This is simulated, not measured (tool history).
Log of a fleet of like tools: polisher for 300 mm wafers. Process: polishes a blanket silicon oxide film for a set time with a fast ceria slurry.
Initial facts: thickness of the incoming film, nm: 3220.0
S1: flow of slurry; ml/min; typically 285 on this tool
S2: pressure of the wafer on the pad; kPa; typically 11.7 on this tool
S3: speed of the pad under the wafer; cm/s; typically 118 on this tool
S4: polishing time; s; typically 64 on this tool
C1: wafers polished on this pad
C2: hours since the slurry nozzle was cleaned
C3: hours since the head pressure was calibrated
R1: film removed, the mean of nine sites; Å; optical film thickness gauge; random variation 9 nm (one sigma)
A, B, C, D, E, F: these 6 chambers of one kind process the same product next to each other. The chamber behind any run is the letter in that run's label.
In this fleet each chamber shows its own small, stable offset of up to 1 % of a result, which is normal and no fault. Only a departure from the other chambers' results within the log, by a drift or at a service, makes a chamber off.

| run | hour | S1 | S2 | S3 | S4 | C1 | C2 | C3 | R1 |
|---|---|---|---|---|---|---|---|---|---|
| 1E | 2.5 | 285 | 11.7 | 118 | 64 | 998 | 169.5 | 396.8 | 7664.7 |
| 2D | 6.6 | 285 | 11.7 | 118 | 64 | 229 | 413.7 | 291.2 | 7669.1 |
| 3B | 11.5 | 285 | 11.7 | 118 | 64 | 565 | 407.1 | 212.6 | 7594 |
|  | 12.4 | chamber C: worn pad replaced by a new one |
|  | 12.9 | chamber A: worn pad replaced by a new one |
|  | 14.6 | chamber F: worn pad replaced by a new one |
| 4F | 15.9 | 285 | 11.7 | 118 | 64 | 15 | 258.1 | 471.2 | 7583.8 |
|  | 18.5 | chamber E: worn pad replaced by a new one |
| 5A | 19.2 | 285 | 11.7 | 118 | 64 | 70 | 556.7 | 257.9 | 7585.7 |
| 6C | 23.2 | 285 | 11.7 | 118 | 64 | 119 | 407.6 | 433.5 | 7748.3 |
| 7D | 27.5 | 285 | 11.7 | 118 | 64 | 459 | 434.6 | 312.1 | 7743.6 |
|  | 28.1 | chamber B: worn pad replaced by a new one |
| 8E | 31.3 | 285 | 11.7 | 118 | 64 | 141 | 198.3 | 425.6 | 7797.8 |
| 9C | 35.7 | 285 | 11.7 | 118 | 64 | 256 | 420.1 | 446 | 7577.8 |
| 10A | 37.9 | 285 | 11.7 | 118 | 64 | 275 | 575.4 | 276.6 | 7509.3 |
|  | 40 | chamber D: slurry nozzle cleaned |
| 11F | 40.3 | 285 | 11.7 | 118 | 64 | 283 | 282.5 | 495.6 | 7839.1 |
| 12B | 43.4 | 285 | 11.7 | 118 | 64 | 168 | 439 | 244.5 | 7530.7 |
|  | 43.7 | chamber D: worn pad replaced by a new one |
| 13C | 45.7 | 375 | 11.7 | 118 | 51 | 366 | 430.1 | 456 | 6145.7 |
| 14F | 48.1 | 375 | 11.7 | 118 | 51 | 369 | 290.3 | 503.4 | 6218.4 |
| 15A | 51 | 375 | 11.7 | 118 | 51 | 419 | 588.5 | 289.7 | 5975.7 |
| 16E | 54.6 | 375 | 11.7 | 118 | 51 | 397 | 221.6 | 448.9 | 6142.8 |
| 17D | 58.3 | 375 | 11.7 | 118 | 51 | 161 | 18.3 | 342.9 | 6165.2 |
| 18B | 61.7 | 375 | 11.7 | 118 | 51 | 369 | 457.3 | 262.8 | 6326.6 |
| 19C | 65.6 | 285 | 11.7 | 118 | 53 | 585 | 450 | 475.9 | 6315.2 |
|  | 67.3 | chamber D: head pressure recalibrated |
| 20E | 68.9 | 285 | 11.7 | 118 | 53 | 554 | 235.9 | 463.2 | 6327.9 |
| 21A | 72.1 | 285 | 11.7 | 118 | 53 | 651 | 609.6 | 310.8 | 6040.4 |
| 22D | 75.1 | 285 | 11.7 | 118 | 53 | 345 | 35.1 | 7.8 | 6229.6 |
|  | 77.7 | chamber C: worn pad replaced by a new one |
| 23F | 80.1 | 285 | 11.7 | 118 | 53 | 720 | 322.3 | 535.4 | 6258.5 |
| 24B | 83.2 | 285 | 11.7 | 118 | 53 | 605 | 478.8 | 284.3 | 6372.2 |
|  | 86.9 | chamber B: worn pad replaced by a new one |
| 25E | 87.3 | 285 | 11.7 | 118 | 64 | 756 | 254.3 | 481.6 | 7555 |
|  | 89.8 | chamber A: worn pad replaced by a new one |
| 26F | 89.8 | 285 | 11.7 | 118 | 64 | 827 | 332 | 545.1 | 7681.7 |
| 27A | 92.2 | 285 | 11.7 | 118 | 64 | 26 | 629.7 | 330.9 | 7079.9 |
| 28C | 95.9 | 285 | 11.7 | 118 | 64 | 200 | 480.3 | 506.2 | 7483.1 |
| 29D | 98.3 | 370 | 14.5 | 118 | 64 | 600 | 58.3 | 31 | 9733.6 |
| 30B | 100.7 | 370 | 14.5 | 118 | 64 | 152 | 496.3 | 301.8 | 9792.6 |
|  | 103.3 | chamber F: worn pad replaced by a new one |
| 31C | 105.4 | 370 | 14.5 | 118 | 64 | 305 | 489.8 | 515.7 | 9698.5 |
| 32F | 107.8 | 370 | 14.5 | 118 | 64 | 49 | 350 | 563.1 | 9873.1 |
|  | 109.8 | chamber D: worn pad replaced by a new one |
| 33E | 111.9 | 370 | 14.5 | 118 | 64 | 1027 | 278.9 | 506.2 | 9558.6 |
| 34A | 115.6 | 370 | 14.5 | 118 | 64 | 283 | 653.1 | 354.3 | 8813.6 |
| 35B | 119.4 | 285 | 11.7 | 118 | 64 | 357 | 515 | 320.5 | 7563.3 |
| 36D | 123.9 | 285 | 11.7 | 118 | 64 | 155 | 83.9 | 56.6 | 7721.4 |
| 37B | 128 | 285 | 11.7 | 82 | 77 | 452 | 523.6 | 329.1 | 6398.9 |
| 38A | 131.3 | 285 | 11.7 | 82 | 77 | 456 | 668.8 | 370 | 5822.3 |
| 39E | 135.6 | 285 | 11.7 | 82 | 77 | 1287 | 302.6 | 529.9 | 6412.9 |
| 40F | 139 | 285 | 11.7 | 82 | 77 | 392 | 381.2 | 594.3 | 6432.5 |
| 41D | 143.6 | 285 | 11.7 | 82 | 77 | 371 | 103.6 | 76.3 | 6311.5 |
| 42C | 146.4 | 285 | 11.7 | 82 | 77 | 755 | 530.8 | 556.7 | 6397.3 |
| 43B | 151 | 285 | 11.7 | 118 | 64 | 704 | 546.6 | 352.1 | 7679.5 |

The same settings go to every chamber for the next run, one line per chamber below. Forecast the results for each:
| 44A | 154.6 | 285 | 11.7 | 118 | 64 |  |  |  | ? |
| 44B | 154.6 | 285 | 11.7 | 118 | 64 |  |  |  | ? |
| 44C | 154.6 | 285 | 11.7 | 118 | 64 |  |  |  | ? |
| 44D | 154.6 | 285 | 11.7 | 118 | 64 |  |  |  | ? |
| 44E | 154.6 | 285 | 11.7 | 118 | 64 |  |  |  | ? |
| 44F | 154.6 | 285 | 11.7 | 118 | 64 |  |  |  | ? |

| run | R1 |
|---|---|
| 44A | 6852.8 |
| 44B | 7427.4 |
| 44C | 7408.4 |
| 44D | 7562.5 |
| 44E | 7645.3 |
| 44F | 7667.6 |
